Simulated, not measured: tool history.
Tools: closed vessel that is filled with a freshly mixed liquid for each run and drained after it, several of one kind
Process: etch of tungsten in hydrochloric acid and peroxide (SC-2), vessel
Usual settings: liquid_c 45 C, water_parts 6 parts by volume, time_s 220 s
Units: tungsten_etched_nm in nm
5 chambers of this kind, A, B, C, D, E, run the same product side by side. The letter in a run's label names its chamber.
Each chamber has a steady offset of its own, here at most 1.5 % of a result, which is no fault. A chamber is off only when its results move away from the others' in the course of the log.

run   hour  liquid_c  water_parts  time_s  hours since the thermometer was replaced  hours since the chemicals flow meter was replaced  hours since the drum of peroxide was connected  read-back film thickness of the tungsten reference wafer, read on the same gauge (nm)  tungsten_etched_nm
 1D    8.8        45            6     220                                     522.4                                              315.9                                           502.2                                                                                 90.018              26.663
 2B     16        45            6     220                                     202.1                                              477.7                                           242.6                                                                                     90              26.415
 3E   22.2        45            6     220                                    1498.1                                              265.7                                           219.8                                                                                 90.009              26.312
 4A   35.3        45            6     220                                      46.5                                              276.3                                           816.7                                                                                 90.007              26.717
 5C     46        45            6     220                                       406                                             1875.2                                          1276.3                                                                                 89.985               26.31
 6C   56.5        45            6     220                                     416.5                                             1885.7                                          1286.8                                                                                 89.988              26.358
      67.5  -- chamber A: new drum of peroxide connected
 7A   70.2        45            6     220                                      81.4                                              311.2                                             2.8                                                                                 89.991              26.743
      74.9  -- chamber C: new drum of peroxide connected
 8E   78.4        45            6     220                                    1554.3                                              321.9                                             276                                                                                 89.971              26.239
 9D   91.6        45            6     220                                     605.2                                              398.7                                             585                                                                                     90              26.711
10B  103.3        45            6     220                                     289.4                                                565                                           329.9                                                                                 90.016              26.487
11D  112.1        45            8     265                                     625.7                                              419.2                                           605.5                                                                                 90.023              25.785
12B  121.7        45            8     265                                     307.8                                              583.4                                           348.3                                                                                  89.98              25.686
13C  134.3        45            8     265                                     494.3                                             1963.5                                            59.4                                                                                 89.994              25.445
14E  143.8        45            8     265                                    1619.7                                              387.3                                           341.4                                                                                 89.978              25.448
     156.3  -- chamber B: chemicals flow meter replaced
15A  156.8        45            8     265                                       168                                              397.8                                            89.4                                                                                 90.008               25.96
16B  169.3        53            6     220                                     355.4                                               13.1                                           395.9                                                                                 90.011              45.689
     181.1  -- chamber D: new drum of peroxide connected
17D  181.8        53            6     220                                     695.4                                              488.9                                             0.8                                                                                 89.999              45.594
18C  195.6        53            6     220                                     555.6                                             2024.8                                           120.7                                                                                 89.986              45.352
19A  207.1        53            6     220                                     218.3                                              448.1                                           139.7                                                                                 89.994              46.212
20E  213.3        53            6     220                                    1689.2                                              456.8                                           410.9                                                                                 89.992              45.011
21B  220.1        45            6     220                                     406.2                                               63.9                                           446.7                                                                                 90.004              26.835
22D  228.9        49          8.5     220                                     742.5                                                536                                            47.9                                                                                 90.017              26.738
23A  240.1        49          8.5     220                                     251.3                                              481.1                                           172.7                                                                                 89.981              27.001
24E  249.2        49          8.5     220                                    1725.1                                              492.7                                           446.8                                                                                 90.001              26.276
25C  258.4        49          8.5     220                                     618.4                                             2087.6                                           183.5                                                                                 90.007              26.504
26A  272.1        49          8.5     220                                     283.3                                              513.1                                           204.7                                                                                  90.03              26.902
     280.7  -- chamber C: chemicals flow meter replaced
27B  285.2        45            6     220                                     471.3                                                129                                           511.8                                                                                 90.017              27.056
28D  299.2      37.5            6     220                                     812.8                                              606.3                                           118.2                                                                                 90.006              15.949
29E  308.6      37.5            6     220                                    1784.5                                              552.1                                           506.2                                                                                 89.989              15.535
30C  321.5      37.5            6     220                                     681.5                                               40.9                                           246.6                                                                                 89.988              15.564
31E  334.6      37.5            6     220                                    1810.5                                              578.1                                           532.2                                                                                 89.981              15.545

All 5 chambers run these settings next. Forecast each chamber's results:
32A  344.7        45            6     145                                                                                                                                                                                                                                                       ?
32B  344.7        45            6     145                                                                                                                                                                                                                                                       ?
32C  344.7        45            6     145                                                                                                                                                                                                                                                       ?
32D  344.7        45            6     145                                                                                                                                                                                                                                                       ?
32E  344.7        45            6     145                                                                                                                                                                                                                                                       ?

run  tungsten_etched_nm
32A              17.673
32B              17.975
32C              17.528
32D              17.711
32E               17.32
